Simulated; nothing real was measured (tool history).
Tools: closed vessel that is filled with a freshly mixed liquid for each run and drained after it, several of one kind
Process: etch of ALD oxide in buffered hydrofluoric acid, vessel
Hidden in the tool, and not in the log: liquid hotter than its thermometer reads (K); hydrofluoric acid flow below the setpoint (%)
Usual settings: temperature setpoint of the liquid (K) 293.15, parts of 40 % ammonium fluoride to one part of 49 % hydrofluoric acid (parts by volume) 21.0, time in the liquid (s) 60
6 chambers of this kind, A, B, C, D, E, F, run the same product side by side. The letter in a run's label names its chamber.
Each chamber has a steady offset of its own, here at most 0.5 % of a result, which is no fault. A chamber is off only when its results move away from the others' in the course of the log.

run	hour	temperature setpoint of the liquid (K)	parts of 40 % ammonium fluoride to one part of 49 % hydrofluoric acid (parts by volume)	time in the liquid (s)	hours since the thermometer was replaced	hours since the hydrofluoric acid flow meter was replaced	read-back film thickness of the ALD oxide reference wafer, read on the same gauge (nm)	thickness taken off the ALD oxide on a monitor wafer (angstrom)
1A	3.9	293.15	21.0	60	249.8	1259.8	69.985	567.54
2F	10.0	293.15	21.0	60	412.5	1358.2	70.012	555.54
3C	14.4	293.15	21.0	60	363.0	916.0	69.995	565.38
4D	18.2	293.15	21.0	60	501.9	568.5	69.994	552.60
5B	21.1	293.15	21.0	60	1690.0	38.3	69.986	568.53
6E	24.8	293.15	21.0	60	214.1	245.4	70.017	566.22
7C	29.8	293.15	21.0	60	378.4	931.4	69.994	556.16
8B	33.9	293.15	21.0	60	1702.8	51.1	70.015	557.42
9D	37.0	293.15	21.0	60	520.7	587.3	69.989	565.06
10E	40.6	293.15	18.5	45	229.9	261.2	69.978	468.29
11A	45.2	293.15	18.5	45	291.1	1301.1	69.994	466.94
12F	48.7	293.15	18.5	45	451.2	1396.9	69.966	465.05
13E	55.2	293.15	18.5	45	244.5	275.8	70.021	478.51
# hour 55.7: chamber C: hydrofluoric acid flow meter replaced
14A	58.1	293.15	18.5	45	304.0	1314.0	70.016	463.06
15C	64.4	293.15	18.5	45	413.0	8.7	69.999	463.40
16B	68.9	293.15	21.0	60	1737.8	86.1	69.993	563.20
17F	73.3	293.15	21.0	60	475.8	1421.5	69.999	552.79
18D	77.2	293.15	21.0	60	560.9	627.5	69.983	558.06
19F	82.2	293.15	21.0	60	484.7	1430.4	69.957	560.25
20E	88.3	293.15	21.0	60	277.6	308.9	70.008	581.38
21A	92.2	293.15	21.0	60	338.1	1348.1	69.973	553.12
22C	98.2	293.15	21.0	60	446.8	42.5	70.006	558.66
23B	101.5	293.15	21.0	60	1770.4	118.7	70.016	561.47
24D	106.0	293.15	21.0	60	589.7	656.3	69.990	565.96
25E	108.9	293.15	21.0	60	298.2	329.5	70.013	593.95
26F	113.3	293.15	21.0	60	515.8	1461.5	69.976	561.71
27D	117.6	293.15	21.0	80	601.3	667.9	69.991	730.22
28C	123.8	293.15	21.0	80	472.4	68.1	69.992	744.68
29A	126.9	293.15	21.0	80	372.8	1382.8	70.001	753.38
30B	131.4	293.15	21.0	80	1800.3	148.6	69.995	742.52
31E	135.3	293.15	21.0	80	324.6	355.9	70.000	799.71
32D	139.6	293.15	21.0	80	623.3	689.9	70.008	731.60
33C	145.0	293.15	21.0	60	493.6	89.3	70.000	545.39
34A	151.4	293.15	21.0	60	397.3	1407.3	70.002	558.96
35B	155.9	293.15	21.0	60	1824.8	173.1	70.005	562.73
36F	161.3	293.15	21.0	60	563.8	1509.5	70.004	549.03

Is one chamber off against the others, does the gauge drift, or is nothing wrong? If a chamber is off, say which, and what the likeliest cause is.

Chamber E drifts away from the others.
Cause: liquid hotter than its thermometer reads (K) = 1.45.
The log may not tell that from: hydrofluoric acid flow above the setpoint (%).

Here are 4 candidates for chamber E's next run, each the usual settings with a change, their results left as question marks. Which one brings its results back in line with what the others give on the usual settings?
In line means no further than this from the other chambers' mean on the usual settings: thickness taken off the ALD oxide on a monitor wafer (angstrom) 17.00
37E-1	166.0	293.15	21.5	60				?
37E-2	166.0	293.65	19.5	60				?
37E-3	166.0	293.15	21.0	55				?
37E-4	166.0	293.15	20.5	60				?

The other chambers' mean on the usual settings: thickness taken off the ALD oxide on a monitor wafer (angstrom) 558.83
run	thickness taken off the ALD oxide on a monitor wafer (angstrom)
37E-1	597.86
37E-2	662.72
37E-3	557.10
37E-4	618.04
37E-3 brings the chamber back in line.
